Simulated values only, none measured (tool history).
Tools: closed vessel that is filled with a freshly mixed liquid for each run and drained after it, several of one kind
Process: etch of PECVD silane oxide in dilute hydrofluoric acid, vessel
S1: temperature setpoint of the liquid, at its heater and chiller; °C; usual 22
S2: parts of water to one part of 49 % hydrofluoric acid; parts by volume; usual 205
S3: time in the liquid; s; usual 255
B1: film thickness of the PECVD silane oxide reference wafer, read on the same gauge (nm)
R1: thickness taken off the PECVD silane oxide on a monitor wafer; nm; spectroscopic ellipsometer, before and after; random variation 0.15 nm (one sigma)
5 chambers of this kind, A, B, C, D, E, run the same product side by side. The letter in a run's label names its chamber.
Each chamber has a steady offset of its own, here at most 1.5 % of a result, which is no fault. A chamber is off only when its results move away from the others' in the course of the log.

-- hour=3.8 chamber D: thermometer replaced
run 1A hour=6.5 | S1=22 S2=205 S3=255 | B1=99.981 | R1=15.3070
run 2C hour=13.0 | S1=22 S2=205 S3=255 | B1=99.992 | R1=15.6620
run 3E hour=16.7 | S1=22 S2=205 S3=255 | B1=100.030 | R1=15.5200
-- hour=19.1 chamber A: hydrofluoric acid flow meter replaced
run 4B hour=22.1 | S1=22 S2=205 S3=255 | B1=99.966 | R1=15.5550
run 5D hour=28.0 | S1=22 S2=205 S3=255 | B1=99.969 | R1=15.1360
run 6E hour=33.4 | S1=22 S2=205 S3=255 | B1=99.997 | R1=15.4490
run 7B hour=38.2 | S1=22 S2=205 S3=255 | B1=99.981 | R1=15.1500
run 8A hour=42.3 | S1=22 S2=205 S3=255 | B1=99.984 | R1=15.3460
run 9C hour=45.9 | S1=22 S2=205 S3=255 | B1=99.980 | R1=15.6710
run 10D hour=50.3 | S1=22 S2=205 S3=255 | B1=100.000 | R1=15.3370
run 11E hour=55.9 | S1=22 S2=205 S3=255 | B1=100.000 | R1=15.6580
run 12A hour=61.4 | S1=22 S2=205 S3=255 | B1=99.991 | R1=15.3550
run 13C hour=66.7 | S1=22 S2=205 S3=255 | B1=99.966 | R1=15.5210
run 14B hour=71.6 | S1=22 S2=205 S3=255 | B1=100.030 | R1=15.6360
run 15D hour=78.9 | S1=22 S2=205 S3=255 | B1=100.020 | R1=14.9790
run 16E hour=85.1 | S1=22 S2=205 S3=255 | B1=100.030 | R1=14.8850
-- hour=89.4 chamber D: hydrofluoric acid flow meter replaced
run 17D hour=90.2 | S1=22 S2=205 S3=255 | B1=99.987 | R1=15.4350
run 18A hour=94.5 | S1=22 S2=205 S3=255 | B1=100.060 | R1=15.6170
run 19C hour=99.4 | S1=22 S2=205 S3=255 | B1=100.000 | R1=15.5040
run 20B hour=103.0 | S1=22 S2=205 S3=255 | B1=100.020 | R1=15.5480
-- hour=108.3 chamber C: hydrofluoric acid flow meter replaced
run 21D hour=109.7 | S1=22 S2=255 S3=205 | B1=100.000 | R1=9.4558
run 22A hour=114.9 | S1=22 S2=255 S3=205 | B1=100.000 | R1=9.5644
run 23E hour=118.8 | S1=22 S2=255 S3=205 | B1=99.991 | R1=9.0230
run 24C hour=126.0 | S1=22 S2=255 S3=205 | B1=99.988 | R1=9.5648
run 25B hour=130.1 | S1=22 S2=255 S3=205 | B1=99.970 | R1=9.6012
run 26E hour=134.8 | S1=22 S2=205 S3=255 | B1=100.040 | R1=13.9320
run 27D hour=140.2 | S1=22 S2=205 S3=255 | B1=99.993 | R1=15.3500
run 28C hour=144.0 | S1=22 S2=205 S3=255 | B1=100.010 | R1=15.5220
run 29A hour=148.1 | S1=22 S2=205 S3=255 | B1=100.000 | R1=15.4320
run 30B hour=153.7 | S1=22 S2=205 S3=255 | B1=100.000 | R1=15.3870
run 31B hour=160.8 | S1=20 S2=205 S3=395 | B1=99.982 | R1=22.2410

What goes on in this fleet: one chamber off, a drifting gauge, or nothing beyond the chambers' own small offsets? Name the chamber and the cause, if any.

Chamber E drifts away from the others.
Cause: hydrofluoric acid flow below the setpoint (%) = 9.08.
The log may not tell that from: liquid colder than its thermometer reads (K).

Here are 4 candidates for chamber E's next run, each the usual settings with a change, their results left as question marks. Which one brings its results back in line with what the others give on the usual settings?
In line means no further than this from the other chambers' mean on the usual settings: R1 0.5100 nm
run 32E-1 hour=166.0 | S1=22.0 S2=220 S3=230 | R1=?
run 32E-2 hour=166.0 | S1=22.0 S2=195 S3=270 | R1=?
run 32E-3 hour=166.0 | S1=22.0 S2=225 S3=255 | R1=?
run 32E-4 hour=166.0 | S1=22.5 S2=180 S3=255 | R1=?

The other chambers' mean on the usual settings: R1 15.4230 nm
run=32E-1 R1=11.4140
run=32E-2 R1=15.5250
run=32E-3 R1=12.3090
run=32E-4 R1=16.4520
32E-2 brings the chamber back in line.
